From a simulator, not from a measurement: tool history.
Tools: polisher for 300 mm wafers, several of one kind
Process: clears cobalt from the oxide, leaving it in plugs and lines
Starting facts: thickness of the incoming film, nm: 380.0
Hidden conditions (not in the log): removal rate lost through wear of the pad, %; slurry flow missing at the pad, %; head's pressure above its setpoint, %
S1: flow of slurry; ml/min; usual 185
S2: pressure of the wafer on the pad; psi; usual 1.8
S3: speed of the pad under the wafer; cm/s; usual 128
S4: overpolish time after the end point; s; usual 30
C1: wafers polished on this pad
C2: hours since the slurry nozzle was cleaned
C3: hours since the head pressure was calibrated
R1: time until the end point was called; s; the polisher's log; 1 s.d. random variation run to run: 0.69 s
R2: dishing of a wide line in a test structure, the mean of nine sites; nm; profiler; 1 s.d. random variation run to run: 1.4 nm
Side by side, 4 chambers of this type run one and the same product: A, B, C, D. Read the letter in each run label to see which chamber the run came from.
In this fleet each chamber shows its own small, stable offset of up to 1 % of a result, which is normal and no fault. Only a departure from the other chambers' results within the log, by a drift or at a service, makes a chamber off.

{"run": "1A", "day": 0.221, "S1": 185, "S2": 1.8, "S3": 128, "S4": 30, "C1": 125, "C2": 127.9, "C3": 1014.7, "R1": 72.425, "R2": 67.56}
{"run": "2C", "day": 0.558, "S1": 185, "S2": 1.8, "S3": 128, "S4": 30, "C1": 819, "C2": 76.7, "C3": 623.2, "R1": 72.177, "R2": 66.143}
{"day": 0.646, "done": "chamber B: worn pad replaced by a new one"}
{"run": "3B", "day": 0.921, "S1": 185, "S2": 1.8, "S3": 128, "S4": 30, "C1": 81, "C2": 98.2, "C3": 160.8, "R1": 71.979, "R2": 67.177}
{"run": "4D", "day": 1.225, "S1": 185, "S2": 1.8, "S3": 128, "S4": 30, "C1": 1406, "C2": 301.4, "C3": 856.2, "R1": 73.621, "R2": 66.517}
{"run": "5D", "day": 1.433, "S1": 185, "S2": 1.8, "S3": 128, "S4": 30, "C1": 1467, "C2": 306.4, "C3": 861.2, "R1": 73.488, "R2": 66.87}
{"run": "6A", "day": 1.683, "S1": 185, "S2": 1.8, "S3": 128, "S4": 30, "C1": 554, "C2": 163.0, "C3": 1049.8, "R1": 70.805, "R2": 66.136}
{"day": 1.75, "done": "chamber D: worn pad replaced by a new one"}
{"day": 1.942, "done": "chamber C: worn pad replaced by a new one"}
{"day": 1.979, "done": "chamber D: slurry nozzle cleaned"}
{"run": "7B", "day": 2.021, "S1": 185, "S2": 1.8, "S3": 128, "S4": 30, "C1": 404, "C2": 124.6, "C3": 187.2, "R1": 71.226, "R2": 65.031}
{"run": "8C", "day": 2.221, "S1": 185, "S2": 1.8, "S3": 128, "S4": 30, "C1": 82, "C2": 116.6, "C3": 663.1, "R1": 72.717, "R2": 66.624}
{"run": "9D", "day": 2.592, "S1": 185, "S2": 1.8, "S3": 128, "S4": 14, "C1": 247, "C2": 14.8, "C3": 889.0, "R1": 73.359, "R2": 45.812}
{"run": "10C", "day": 2.954, "S1": 185, "S2": 1.8, "S3": 128, "S4": 14, "C1": 297, "C2": 134.2, "C3": 680.7, "R1": 71.512, "R2": 47.763}
{"run": "11B", "day": 3.162, "S1": 185, "S2": 1.8, "S3": 128, "S4": 14, "C1": 738, "C2": 152.0, "C3": 214.6, "R1": 72.599, "R2": 47.008}
{"day": 3.292, "done": "chamber A: worn pad replaced by a new one"}
{"run": "12A", "day": 3.408, "S1": 185, "S2": 1.8, "S3": 128, "S4": 14, "C1": 35, "C2": 204.4, "C3": 1091.2, "R1": 71.563, "R2": 46.925}
{"run": "13C", "day": 3.65, "S1": 185, "S2": 1.8, "S3": 128, "S4": 30, "C1": 501, "C2": 150.9, "C3": 697.4, "R1": 71.939, "R2": 65.209}
{"run": "14D", "day": 3.917, "S1": 185, "S2": 1.8, "S3": 128, "S4": 30, "C1": 636, "C2": 46.6, "C3": 920.8, "R1": 73.221, "R2": 66.505}
{"run": "15B", "day": 4.079, "S1": 185, "S2": 1.8, "S3": 128, "S4": 30, "C1": 1007, "C2": 174.0, "C3": 236.6, "R1": 71.449, "R2": 64.359}
{"run": "16A", "day": 4.446, "S1": 185, "S2": 1.8, "S3": 128, "S4": 30, "C1": 339, "C2": 229.3, "C3": 1116.1, "R1": 72.396, "R2": 66.122}
{"run": "17B", "day": 4.65, "S1": 185, "S2": 1.8, "S3": 128, "S4": 30, "C1": 1174, "C2": 187.7, "C3": 250.3, "R1": 71.767, "R2": 68.096}
{"run": "18A", "day": 4.967, "S1": 185, "S2": 1.8, "S3": 128, "S4": 30, "C1": 491, "C2": 241.8, "C3": 1128.6, "R1": 74.767, "R2": 64.314}
{"run": "19C", "day": 5.225, "S1": 185, "S2": 1.8, "S3": 128, "S4": 30, "C1": 963, "C2": 188.7, "C3": 735.2, "R1": 71.669, "R2": 64.935}
{"run": "20D", "day": 5.475, "S1": 185, "S2": 1.8, "S3": 128, "S4": 30, "C1": 1092, "C2": 84.0, "C3": 958.2, "R1": 71.32, "R2": 66.871}
{"day": 5.488, "done": "chamber C: worn pad replaced by a new one"}
{"day": 5.721, "done": "chamber B: worn pad replaced by a new one"}
{"run": "21C", "day": 5.729, "S1": 185, "S2": 1.8, "S3": 128, "S4": 30, "C1": 71, "C2": 200.8, "C3": 747.3, "R1": 70.072, "R2": 62.57}
{"run": "22A", "day": 6.058, "S1": 185, "S2": 1.8, "S3": 128, "S4": 30, "C1": 812, "C2": 268.0, "C3": 1154.8, "R1": 74.207, "R2": 67.52}
{"day": 6.138, "done": "chamber D: worn pad replaced by a new one"}
{"run": "23D", "day": 6.354, "S1": 185, "S2": 1.8, "S3": 128, "S4": 30, "C1": 64, "C2": 105.1, "C3": 979.3, "R1": 72.219, "R2": 63.524}
{"run": "24B", "day": 6.646, "S1": 185, "S2": 1.8, "S3": 128, "S4": 30, "C1": 271, "C2": 235.6, "C3": 298.2, "R1": 71.986, "R2": 65.066}
{"run": "25C", "day": 6.879, "S1": 185, "S2": 1.8, "S3": 128, "S4": 30, "C1": 408, "C2": 228.4, "C3": 774.9, "R1": 71.35, "R2": 66.242}
{"run": "26A", "day": 7.046, "S1": 185, "S2": 1.8, "S3": 90, "S4": 17, "C1": 1101, "C2": 291.7, "C3": 1178.5, "R1": 107.92, "R2": 42.255}
{"run": "27D", "day": 7.296, "S1": 185, "S2": 1.8, "S3": 90, "S4": 17, "C1": 340, "C2": 127.7, "C3": 1001.9, "R1": 101.74, "R2": 44.006}
{"day": 7.383, "done": "chamber A: worn pad replaced by a new one"}
{"run": "28B", "day": 7.475, "S1": 185, "S2": 1.8, "S3": 90, "S4": 17, "C1": 514, "C2": 255.5, "C3": 318.1, "R1": 101.27, "R2": 42.826}
{"run": "29A", "day": 7.796, "S1": 185, "S2": 1.8, "S3": 90, "S4": 17, "C1": 121, "C2": 309.7, "C3": 1196.5, "R1": 110.03, "R2": 41.054}
{"run": "30D", "day": 8.133, "S1": 185, "S2": 1.8, "S3": 128, "S4": 30, "C1": 585, "C2": 147.8, "C3": 1022.0, "R1": 71.852, "R2": 63.991}
{"run": "31C", "day": 8.379, "S1": 185, "S2": 1.8, "S3": 128, "S4": 30, "C1": 848, "C2": 264.4, "C3": 810.9, "R1": 70.799, "R2": 63.641}
{"run": "32B", "day": 8.7, "S1": 155, "S2": 1.8, "S3": 128, "S4": 15, "C1": 874, "C2": 284.9, "C3": 347.5, "R1": 74.248, "R2": 49.344}
{"run": "33D", "day": 9.004, "S1": 155, "S2": 1.8, "S3": 128, "S4": 15, "C1": 841, "C2": 168.7, "C3": 1042.9, "R1": 74.055, "R2": 46.664}
{"run": "34A", "day": 9.321, "S1": 155, "S2": 1.8, "S3": 128, "S4": 15, "C1": 568, "C2": 346.3, "C3": 1233.1, "R1": 82.386, "R2": 44.513}

Next, every chamber runs the same settings. What will each give?
{"run": "35A", "day": 9.588, "S1": 185, "S2": 1.8, "S3": 144, "S4": 30, "R1": "?", "R2": "?"}
{"run": "35B", "day": 9.588, "S1": 185, "S2": 1.8, "S3": 144, "S4": 30, "R1": "?", "R2": "?"}
{"run": "35C", "day": 9.588, "S1": 185, "S2": 1.8, "S3": 144, "S4": 30, "R1": "?", "R2": "?"}
{"run": "35D", "day": 9.588, "S1": 185, "S2": 1.8, "S3": 144, "S4": 30, "R1": "?", "R2": "?"}

run=35A R1=70.360 R2=61.537
run=35B R1=63.679 R2=68.035
run=35C R1=64.035 R2=67.719
run=35D R1=65.312 R2=66.230

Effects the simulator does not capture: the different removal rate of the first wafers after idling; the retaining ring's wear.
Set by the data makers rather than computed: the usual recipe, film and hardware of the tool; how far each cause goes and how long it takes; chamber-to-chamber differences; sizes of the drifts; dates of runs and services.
